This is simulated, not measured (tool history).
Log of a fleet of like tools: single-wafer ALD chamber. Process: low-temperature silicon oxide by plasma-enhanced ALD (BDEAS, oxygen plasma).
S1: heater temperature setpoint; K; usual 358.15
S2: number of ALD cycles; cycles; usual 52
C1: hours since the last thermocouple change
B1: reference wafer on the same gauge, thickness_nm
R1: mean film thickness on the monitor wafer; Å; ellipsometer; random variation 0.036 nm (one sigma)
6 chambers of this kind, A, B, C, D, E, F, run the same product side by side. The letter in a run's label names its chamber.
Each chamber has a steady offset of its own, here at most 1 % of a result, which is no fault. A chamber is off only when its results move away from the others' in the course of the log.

run   hour      S1  S2      C1      B1      R1
 1A    6.7  358.15  52   719.2  8.1205  78.732
 2B   14.2  358.15  52  1596.6  8.1246  77.797
 3C   21.1  358.15  52  1754.7  8.1088  77.921
 4D   28.9  358.15  52   362.5  8.1258  78.787
 5E   33.2  358.15  52   681.6  8.1279  78.004
 6F   38.0  364.15  48   587.6  8.1151  71.366
 7D   45.8  364.15  48   379.4  8.1096  71.648
 8B   52.7  364.15  48  1635.1  8.1250  70.711
 9C   60.5  364.15  48  1794.1  8.1200  70.574
10F   65.3  364.15  48   614.9  8.1216  72.080
11E   70.0  364.15  48   718.4  8.1139  70.897
12A   75.6  358.15  52   788.1  8.1061  78.926
13A   84.6  358.15  52   797.1  8.1205  78.648
14F   91.3  358.15  52   640.9  8.1205  78.396
15E   98.4  358.15  52   746.8  8.1204  78.879
16C  106.0  358.15  52  1839.6  8.1137  77.807
     110.6  -- chamber B: thermocouple changed; heater temperature recalibrated
17B  111.1  358.15  52     0.6  8.1264  77.715
18D  115.6  358.15  52   449.2  8.1164  78.842
19D  122.9  358.15  52   456.5  8.1236  78.895
20A  128.6  358.15  52   841.1  8.1281  78.927
21F  135.4  358.15  52   685.0  8.1215  78.756
22E  140.6  358.15  52   789.0  8.1170  78.489
23B  145.8  358.15  52    35.3  8.1166  77.365
24C  149.7  358.15  52  1883.3  8.1241  78.677
25E  153.7  358.15  52   802.1  8.1238  78.637
26D  161.3  358.15  52   494.9  8.1179  79.151
27C  168.5  358.15  52  1902.1  8.1222  77.841
28A  177.1  358.15  52   889.6  8.1105  78.254
29B  181.4  358.15  52    70.9  8.1152  77.149
30F  190.1  358.15  52   739.7  8.1215  78.990
31D  196.5  358.15  52   530.1  8.1196  78.756
32A  201.0  358.15  52   913.5  8.1245  79.014
33F  209.4  358.15  52   759.0  8.1104  78.844
34B  217.8  358.15  52   107.3  8.1211  77.619
35C  223.2  358.15  61  1956.8  8.1168  91.556
36E  229.4  358.15  61   877.8  8.1189  91.410
37D  236.7  358.15  61   570.3  8.1161  92.019
38E  242.4  358.15  61   890.8  8.1190  93.273

What goes on in this fleet: one chamber off, a drifting gauge, or nothing beyond the chambers' own small offsets? Name the chamber and the cause, if any.

No chamber stands off beyond its own small offset, and the gauge holds steady.

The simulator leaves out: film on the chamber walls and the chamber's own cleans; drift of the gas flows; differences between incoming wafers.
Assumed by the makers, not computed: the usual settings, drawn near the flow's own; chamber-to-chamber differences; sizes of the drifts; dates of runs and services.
